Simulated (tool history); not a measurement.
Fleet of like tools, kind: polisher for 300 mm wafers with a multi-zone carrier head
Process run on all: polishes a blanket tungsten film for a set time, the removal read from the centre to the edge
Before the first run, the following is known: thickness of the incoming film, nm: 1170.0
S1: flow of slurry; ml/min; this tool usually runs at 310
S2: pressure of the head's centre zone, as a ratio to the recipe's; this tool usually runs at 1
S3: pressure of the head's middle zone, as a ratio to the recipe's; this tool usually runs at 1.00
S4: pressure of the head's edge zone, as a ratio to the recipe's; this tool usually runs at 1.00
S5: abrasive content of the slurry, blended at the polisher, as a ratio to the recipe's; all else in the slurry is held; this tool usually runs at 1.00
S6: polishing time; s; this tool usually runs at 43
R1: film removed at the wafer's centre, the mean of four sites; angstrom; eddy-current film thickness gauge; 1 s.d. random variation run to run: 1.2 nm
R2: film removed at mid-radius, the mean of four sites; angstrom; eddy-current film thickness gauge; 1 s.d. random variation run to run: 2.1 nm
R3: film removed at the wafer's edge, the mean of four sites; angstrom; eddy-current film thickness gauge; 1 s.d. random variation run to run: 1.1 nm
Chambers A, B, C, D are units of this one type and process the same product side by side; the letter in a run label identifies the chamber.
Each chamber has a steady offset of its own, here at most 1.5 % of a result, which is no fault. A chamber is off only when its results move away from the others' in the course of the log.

run	hour	S1	S2	S3	S4	S5	S6	R1	R2	R3
1D	5.6	310	1	1.00	1.00	1.00	43	1545.4	1527.8	1515.5
2A	12.0	310	1	1.00	1.00	1.00	43	1554.9	1541.3	1531.7
# hour 13.0: chamber A: worn pad replaced by a new one
3B	16.9	310	1	1.00	1.00	1.00	43	1515.7	1494.6	1525.0
# hour 20.4: chamber D: worn pad replaced by a new one
4C	22.6	310	1	1.00	1.00	1.00	43	1507.9	1536.1	1523.6
5D	29.7	310	1	1.00	1.00	1.00	43	1535.9	1514.8	1517.4
# hour 31.3: chamber C: slurry nozzle cleaned
6A	36.0	310	1	0.89	1.09	1.00	43	1516.7	1381.7	1599.7
7B	42.7	310	1	0.89	1.09	1.00	43	1512.5	1365.7	1571.7
# hour 42.9: chamber B: worn pad replaced by a new one
8C	47.8	310	1	0.89	1.09	1.00	43	1540.8	1390.6	1601.3
# hour 53.6: chamber C: worn pad replaced by a new one
9C	55.2	310	1	0.89	1.09	1.00	43	1547.1	1374.6	1605.8
# hour 59.2: chamber B: slurry nozzle cleaned
10B	59.9	310	1	1.00	1.00	1.00	43	1534.3	1552.5	1553.1
11A	64.0	310	1	1.00	1.00	1.00	43	1533.4	1505.1	1520.4
# hour 65.3: chamber D: centre zone pressure recalibrated
12D	71.7	310	1	1.00	1.00	1.00	43	1526.4	1496.0	1529.8
# hour 72.8: chamber A: slurry nozzle cleaned
13A	75.4	310	1	1.00	1.00	1.00	43	1533.1	1530.4	1544.8
14C	79.2	310	1	1.00	1.00	1.00	43	1531.8	1528.2	1525.8
15B	84.9	310	1	1.00	1.00	1.00	43	1527.0	1527.2	1528.2
16D	92.0	310	1	1.00	1.00	1.00	43	1534.6	1541.6	1524.9
17B	95.7	310	1	1.00	1.00	1.00	43	1528.9	1536.8	1519.1
# hour 95.8: chamber B: centre zone pressure recalibrated
18D	100.7	310	1	1.00	1.00	1.00	43	1547.1	1539.5	1525.4
# hour 104.0: chamber C: centre zone pressure recalibrated
19C	104.8	310	1	1.00	1.00	1.00	43	1432.5	1536.6	1530.8
# hour 106.8: chamber D: worn pad replaced by a new one
20A	111.6	310	1	1.00	1.00	1.00	43	1557.1	1534.2	1539.4
21C	115.6	310	1	1.00	1.00	1.00	43	1432.1	1531.7	1540.9
22A	122.2	310	1	1.00	1.00	1.00	43	1538.4	1545.3	1532.1
23D	126.3	310	1	1.00	1.00	1.00	43	1540.3	1513.7	1517.5
24B	132.7	310	1	1.00	1.00	1.00	43	1524.3	1485.8	1518.8
# hour 138.8: chamber C: worn pad replaced by a new one
25C	139.1	310	1	1.00	1.00	1.00	43	1453.7	1541.7	1554.2
26B	146.5	310	1	1.00	1.00	1.00	43	1510.3	1465.2	1541.2
# hour 147.7: chamber B: worn pad replaced by a new one
27A	153.0	310	1	1.00	1.00	1.00	43	1530.4	1545.9	1525.2
28D	158.6	310	1	1.00	1.00	1.00	43	1528.1	1516.9	1522.4
29A	164.5	310	1	1.00	1.00	1.00	43	1558.3	1528.3	1537.3
30D	172.3	310	1	1.00	1.00	1.00	43	1538.0	1527.0	1526.3
# hour 177.1: chamber A: worn pad replaced by a new one
31C	177.7	310	1	1.00	1.07	0.75	43	1348.4	1441.9	1477.8
# hour 180.4: chamber D: worn pad replaced by a new one
32B	181.8	310	1	1.00	1.07	0.75	43	1413.2	1395.8	1466.8
33A	188.3	310	1	1.00	1.07	0.75	43	1429.2	1450.8	1488.7
34B	194.8	310	1	1.00	1.07	0.75	43	1424.8	1440.9	1484.1
35D	202.3	310	1	1.00	1.00	1.00	43	1536.2	1542.9	1518.5
36C	210.0	310	1	1.00	1.00	1.00	43	1442.6	1513.9	1518.8
# hour 214.4: chamber C: edge zone pressure recalibrated
37C	214.8	310	1	1.00	1.00	1.00	43	1416.1	1508.4	1527.8
38B	219.7	310	1	1.00	1.00	1.00	43	1517.5	1514.5	1533.9
39A	224.8	310	1	1.00	1.00	1.00	43	1531.3	1503.5	1525.1
40D	231.6	310	1	1.00	1.00	1.00	43	1552.5	1513.2	1519.0

Has any chamber moved away from the others, gradually or after a service, or does the common gauge drift, or do the chambers differ only by their own small steady offsets? State the chamber and the most likely cause if one applies.

Chamber C has stood off from the others ever since a service on it.
What lies behind it: centre zone's pressure below its setpoint, % = 5.44.

Here are 4 candidates for chamber C's next run, each the usual settings with a change, their results left as question marks. Which one brings its results back in line with what the others give on the usual settings?
Counts as in line when no further than this from what the other chambers average on the usual settings: R1 43.0 angstrom; R2 74.0 angstrom; R3 39.0 angstrom
41C-1	237.4	310	1.01	1.00	1.00	1.00	43	?	?	?
41C-2	237.4	310	0.99	1.00	1.00	1.00	43	?	?	?
41C-3	237.4	305	0.95	1.02	1.01	1.00	43	?	?	?
41C-4	237.4	315	1.05	0.98	0.99	1.00	43	?	?	?

On the usual settings, the other chambers give on average: R1 1532.1 angstrom; R2 1525.7 angstrom; R3 1525.6 angstrom
run	R1	R2	R3
41C-1	1457.4	1520.5	1518.2
41C-2	1425.4	1520.6	1518.2
41C-3	1359.2	1546.3	1523.9
41C-4	1523.7	1494.7	1512.4
41C-4 brings the chamber back in line.
